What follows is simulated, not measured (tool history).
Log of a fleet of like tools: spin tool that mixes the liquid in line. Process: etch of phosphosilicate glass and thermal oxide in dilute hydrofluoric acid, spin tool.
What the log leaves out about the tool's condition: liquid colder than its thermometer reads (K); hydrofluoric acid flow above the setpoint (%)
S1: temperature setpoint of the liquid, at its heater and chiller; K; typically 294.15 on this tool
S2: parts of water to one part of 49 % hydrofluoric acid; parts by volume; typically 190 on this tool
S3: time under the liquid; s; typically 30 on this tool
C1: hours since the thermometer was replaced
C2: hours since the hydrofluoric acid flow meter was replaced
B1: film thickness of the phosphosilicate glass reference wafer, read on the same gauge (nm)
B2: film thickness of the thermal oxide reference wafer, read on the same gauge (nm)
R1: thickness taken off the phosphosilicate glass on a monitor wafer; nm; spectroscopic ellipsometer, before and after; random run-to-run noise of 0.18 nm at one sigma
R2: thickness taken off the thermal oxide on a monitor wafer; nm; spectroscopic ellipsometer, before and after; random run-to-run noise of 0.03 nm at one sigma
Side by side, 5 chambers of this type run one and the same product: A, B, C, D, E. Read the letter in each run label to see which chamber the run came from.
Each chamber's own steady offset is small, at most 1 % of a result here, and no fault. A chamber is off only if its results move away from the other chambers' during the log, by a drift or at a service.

{"run": "1A", "hour": 6.1, "S1": 294.15, "S2": 190, "S3": 30, "C1": 1431.5, "C2": 17.3, "B1": 80.008, "B2": 130.02, "R1": 22.029, "R2": 0.63564}
{"run": "2B", "hour": 9.6, "S1": 294.15, "S2": 190, "S3": 30, "C1": 1587.1, "C2": 283.7, "B1": 80.027, "B2": 130.06, "R1": 21.537, "R2": 0.5915}
{"run": "3D", "hour": 13.9, "S1": 294.15, "S2": 190, "S3": 30, "C1": 1626.6, "C2": 1695.3, "B1": 79.976, "B2": 130.01, "R1": 21.651, "R2": 0.56196}
{"run": "4C", "hour": 20.6, "S1": 294.15, "S2": 190, "S3": 30, "C1": 208.8, "C2": 1133.5, "B1": 79.943, "B2": 130.06, "R1": 21.544, "R2": 0.58355}
{"run": "5E", "hour": 25.4, "S1": 294.15, "S2": 190, "S3": 45, "C1": 1892.2, "C2": 1546.7, "B1": 79.97, "B2": 130.02, "R1": 33.17, "R2": 0.96987}
{"run": "6D", "hour": 29.5, "S1": 294.15, "S2": 190, "S3": 45, "C1": 1642.2, "C2": 1710.9, "B1": 79.94, "B2": 129.99, "R1": 32.734, "R2": 0.93322}
{"hour": 30.8, "done": "chamber E: thermometer replaced"}
{"run": "7B", "hour": 36.1, "S1": 294.15, "S2": 190, "S3": 45, "C1": 1613.6, "C2": 310.2, "B1": 80, "B2": 129.97, "R1": 32.754, "R2": 0.84434}
{"run": "8E", "hour": 40.4, "S1": 294.15, "S2": 190, "S3": 45, "C1": 9.7, "C2": 1561.7, "B1": 80.033, "B2": 129.96, "R1": 32.781, "R2": 0.8815}
{"run": "9C", "hour": 46.9, "S1": 294.15, "S2": 190, "S3": 45, "C1": 235.1, "C2": 1159.8, "B1": 79.991, "B2": 130.03, "R1": 32.419, "R2": 0.91451}
{"run": "10A", "hour": 52.2, "S1": 294.15, "S2": 190, "S3": 30, "C1": 1477.6, "C2": 63.4, "B1": 79.978, "B2": 130.04, "R1": 21.56, "R2": 0.60775}
{"run": "11A", "hour": 55.3, "S1": 294.15, "S2": 190, "S3": 30, "C1": 1480.7, "C2": 66.5, "B1": 79.946, "B2": 130.03, "R1": 21.571, "R2": 0.58747}
{"run": "12D", "hour": 59.9, "S1": 294.15, "S2": 190, "S3": 30, "C1": 1672.6, "C2": 1741.3, "B1": 80.012, "B2": 129.98, "R1": 21.54, "R2": 0.64094}
{"run": "13E", "hour": 66.0, "S1": 294.15, "S2": 190, "S3": 30, "C1": 35.3, "C2": 1587.3, "B1": 79.951, "B2": 130.02, "R1": 22.142, "R2": 0.56356}
{"run": "14B", "hour": 69.5, "S1": 294.15, "S2": 190, "S3": 30, "C1": 1647, "C2": 343.6, "B1": 79.984, "B2": 130, "R1": 21.793, "R2": 0.56918}
{"run": "15C", "hour": 72.9, "S1": 294.15, "S2": 190, "S3": 30, "C1": 261.1, "C2": 1185.8, "B1": 80.038, "B2": 130, "R1": 21.923, "R2": 0.57725}
{"run": "16C", "hour": 76.8, "S1": 294.15, "S2": 190, "S3": 30, "C1": 265, "C2": 1189.7, "B1": 80.004, "B2": 130, "R1": 21.935, "R2": 0.627}
{"run": "17B", "hour": 80.3, "S1": 294.15, "S2": 190, "S3": 30, "C1": 1657.8, "C2": 354.4, "B1": 80.037, "B2": 130.02, "R1": 22.121, "R2": 0.62948}
{"run": "18E", "hour": 84.2, "S1": 294.15, "S2": 190, "S3": 30, "C1": 53.5, "C2": 1605.5, "B1": 79.971, "B2": 129.98, "R1": 21.757, "R2": 0.61042}
{"run": "19A", "hour": 88.7, "S1": 294.15, "S2": 190, "S3": 30, "C1": 1514.1, "C2": 99.9, "B1": 80.045, "B2": 130.02, "R1": 21.972, "R2": 0.61289}
{"run": "20D", "hour": 95.6, "S1": 294.15, "S2": 190, "S3": 30, "C1": 1708.3, "C2": 1777, "B1": 80.021, "B2": 130.03, "R1": 21.743, "R2": 0.63853}
{"run": "21B", "hour": 99.3, "S1": 294.15, "S2": 190, "S3": 30, "C1": 1676.8, "C2": 373.4, "B1": 80.021, "B2": 129.97, "R1": 21.424, "R2": 0.59349}
{"run": "22E", "hour": 103.0, "S1": 294.15, "S2": 190, "S3": 30, "C1": 72.3, "C2": 1624.3, "B1": 80.014, "B2": 130.04, "R1": 21.966, "R2": 0.59076}
{"run": "23D", "hour": 106.9, "S1": 294.15, "S2": 190, "S3": 30, "C1": 1719.6, "C2": 1788.3, "B1": 80.019, "B2": 129.96, "R1": 21.59, "R2": 0.57273}
{"run": "24C", "hour": 110.4, "S1": 294.15, "S2": 190, "S3": 30, "C1": 298.6, "C2": 1223.3, "B1": 79.986, "B2": 130.06, "R1": 21.727, "R2": 0.5576}
{"hour": 113.2, "done": "chamber E: hydrofluoric acid flow meter replaced"}
{"run": "25A", "hour": 114.9, "S1": 294.15, "S2": 190, "S3": 30, "C1": 1540.3, "C2": 126.1, "B1": 80.019, "B2": 129.97, "R1": 22.044, "R2": 0.57659}
{"run": "26D", "hour": 117.9, "S1": 294.15, "S2": 190, "S3": 30, "C1": 1730.6, "C2": 1799.3, "B1": 79.989, "B2": 130, "R1": 21.893, "R2": 0.58761}
{"run": "27C", "hour": 124.3, "S1": 294.15, "S2": 190, "S3": 30, "C1": 312.5, "C2": 1237.2, "B1": 80.061, "B2": 129.97, "R1": 21.718, "R2": 0.57115}
{"run": "28E", "hour": 130.7, "S1": 294.15, "S2": 190, "S3": 30, "C1": 100, "C2": 17.5, "B1": 79.992, "B2": 130, "R1": 22.038, "R2": 0.63146}
{"run": "29B", "hour": 136.3, "S1": 294.15, "S2": 190, "S3": 30, "C1": 1713.8, "C2": 410.4, "B1": 80.003, "B2": 130.05, "R1": 21.5, "R2": 0.54971}
{"run": "30A", "hour": 139.6, "S1": 299.15, "S2": 190, "S3": 15, "C1": 1565, "C2": 150.8, "B1": 80.012, "B2": 130.03, "R1": 13.096, "R2": 0.38881}
{"run": "31A", "hour": 145.3, "S1": 299.15, "S2": 190, "S3": 15, "C1": 1570.7, "C2": 156.5, "B1": 79.998, "B2": 130.03, "R1": 13.313, "R2": 0.38842}
{"run": "32B", "hour": 151.0, "S1": 299.15, "S2": 190, "S3": 15, "C1": 1728.5, "C2": 425.1, "B1": 80.013, "B2": 129.99, "R1": 13.168, "R2": 0.37713}
{"run": "33E", "hour": 156.7, "S1": 299.15, "S2": 190, "S3": 15, "C1": 126, "C2": 43.5, "B1": 79.969, "B2": 130, "R1": 13.32, "R2": 0.33893}
{"run": "34D", "hour": 160.3, "S1": 299.15, "S2": 190, "S3": 15, "C1": 1773, "C2": 1841.7, "B1": 80.001, "B2": 130.03, "R1": 13.156, "R2": 0.35082}
{"run": "35C", "hour": 163.7, "S1": 294.15, "S2": 190, "S3": 30, "C1": 351.9, "C2": 1276.6, "B1": 79.971, "B2": 130.03, "R1": 21.474, "R2": 0.62878}
{"run": "36A", "hour": 167.4, "S1": 294.15, "S2": 190, "S3": 30, "C1": 1592.8, "C2": 178.6, "B1": 79.968, "B2": 130, "R1": 21.946, "R2": 0.57023}
{"run": "37E", "hour": 172.3, "S1": 294.15, "S2": 190, "S3": 30, "C1": 141.6, "C2": 59.1, "B1": 79.968, "B2": 130.02, "R1": 21.861, "R2": 0.57346}
{"run": "38B", "hour": 176.2, "S1": 294.15, "S2": 190, "S3": 30, "C1": 1753.7, "C2": 450.3, "B1": 79.939, "B2": 129.99, "R1": 21.514, "R2": 0.58824}
{"run": "39D", "hour": 179.3, "S1": 294.15, "S2": 190, "S3": 30, "C1": 1792, "C2": 1860.7, "B1": 79.966, "B2": 129.96, "R1": 21.98, "R2": 0.61451}

Has any chamber moved away from the others, gradually or after a service, or does the common gauge drift, or do the chambers differ only by their own small steady offsets? State the chamber and the most likely cause if one applies.

No chamber stands off beyond its own small offset, and the gauge holds steady.
